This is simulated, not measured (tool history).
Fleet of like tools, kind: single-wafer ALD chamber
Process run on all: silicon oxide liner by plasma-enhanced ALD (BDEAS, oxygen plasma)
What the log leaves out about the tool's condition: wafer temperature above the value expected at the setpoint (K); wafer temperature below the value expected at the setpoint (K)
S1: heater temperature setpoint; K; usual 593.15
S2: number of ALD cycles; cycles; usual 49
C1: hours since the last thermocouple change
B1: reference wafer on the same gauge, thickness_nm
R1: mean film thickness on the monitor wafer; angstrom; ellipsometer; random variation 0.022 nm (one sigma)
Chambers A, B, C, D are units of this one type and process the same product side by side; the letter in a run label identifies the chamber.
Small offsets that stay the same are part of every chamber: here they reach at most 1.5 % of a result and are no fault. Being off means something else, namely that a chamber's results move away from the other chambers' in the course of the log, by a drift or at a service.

{"run": "1B", "hour": 3.9, "S1": 593.15, "S2": 49, "C1": 1411.3, "B1": 3.5486, "R1": 44.401}
{"run": "2C", "hour": 8.6, "S1": 593.15, "S2": 49, "C1": 2384.6, "B1": 3.5496, "R1": 43.595}
{"run": "3A", "hour": 13.9, "S1": 593.15, "S2": 49, "C1": 778.6, "B1": 3.5509, "R1": 44.534}
{"run": "4D", "hour": 19.6, "S1": 593.15, "S2": 49, "C1": 584.4, "B1": 3.5567, "R1": 44.384}
{"run": "5D", "hour": 25.3, "S1": 593.15, "S2": 49, "C1": 590.1, "B1": 3.547, "R1": 44.149}
{"run": "6C", "hour": 28.6, "S1": 593.15, "S2": 49, "C1": 2404.6, "B1": 3.5494, "R1": 43.582}
{"run": "7A", "hour": 33.8, "S1": 593.15, "S2": 49, "C1": 798.5, "B1": 3.5493, "R1": 43.784}
{"run": "8B", "hour": 38.1, "S1": 593.15, "S2": 49, "C1": 1445.5, "B1": 3.5484, "R1": 44.494}
{"run": "9B", "hour": 43.6, "S1": 593.15, "S2": 49, "C1": 1451, "B1": 3.549, "R1": 44.679}
{"run": "10A", "hour": 47.9, "S1": 605.15, "S2": 42, "C1": 812.6, "B1": 3.5534, "R1": 37.272}
{"run": "11D", "hour": 50.9, "S1": 605.15, "S2": 42, "C1": 615.7, "B1": 3.549, "R1": 37.04}
{"run": "12C", "hour": 54.6, "S1": 605.15, "S2": 42, "C1": 2430.6, "B1": 3.549, "R1": 36.732}
{"run": "13C", "hour": 58.5, "S1": 605.15, "S2": 42, "C1": 2434.5, "B1": 3.5463, "R1": 37.152}
{"run": "14D", "hour": 62.4, "S1": 593.15, "S2": 49, "C1": 627.2, "B1": 3.5511, "R1": 44.436}
{"run": "15A", "hour": 65.5, "S1": 593.15, "S2": 49, "C1": 830.2, "B1": 3.5482, "R1": 44.565}
{"run": "16B", "hour": 70.9, "S1": 593.15, "S2": 49, "C1": 1478.3, "B1": 3.5518, "R1": 44.084}
{"run": "17D", "hour": 73.8, "S1": 593.15, "S2": 49, "C1": 638.6, "B1": 3.5508, "R1": 43.914}
{"run": "18A", "hour": 78.7, "S1": 593.15, "S2": 49, "C1": 843.4, "B1": 3.5509, "R1": 44.342}
{"run": "19B", "hour": 82.4, "S1": 593.15, "S2": 49, "C1": 1489.8, "B1": 3.556, "R1": 44.451}
{"run": "20C", "hour": 88.3, "S1": 593.15, "S2": 49, "C1": 2464.3, "B1": 3.5478, "R1": 43.665}
{"run": "21A", "hour": 94.4, "S1": 593.15, "S2": 49, "C1": 859.1, "B1": 3.5505, "R1": 43.665}
{"run": "22C", "hour": 100.3, "S1": 593.15, "S2": 49, "C1": 2476.3, "B1": 3.5496, "R1": 43.36}
{"run": "23D", "hour": 106.5, "S1": 593.15, "S2": 49, "C1": 671.3, "B1": 3.5515, "R1": 44.071}
{"run": "24B", "hour": 111.3, "S1": 593.15, "S2": 49, "C1": 1518.7, "B1": 3.554, "R1": 44.183}
{"run": "25D", "hour": 115.9, "S1": 593.15, "S2": 49, "C1": 680.7, "B1": 3.5496, "R1": 44.16}

All chambers now run identical settings, listed one chamber a line with results as question marks. What results will each chamber show?
{"run": "26A", "hour": 120.3, "S1": 605.15, "S2": 49, "R1": "?"}
{"run": "26B", "hour": 120.3, "S1": 605.15, "S2": 49, "R1": "?"}
{"run": "26C", "hour": 120.3, "S1": 605.15, "S2": 49, "R1": "?"}
{"run": "26D", "hour": 120.3, "S1": 605.15, "S2": 49, "R1": "?"}

run=26A R1=43.832
run=26B R1=43.449
run=26C R1=42.94
run=26D R1=43.077
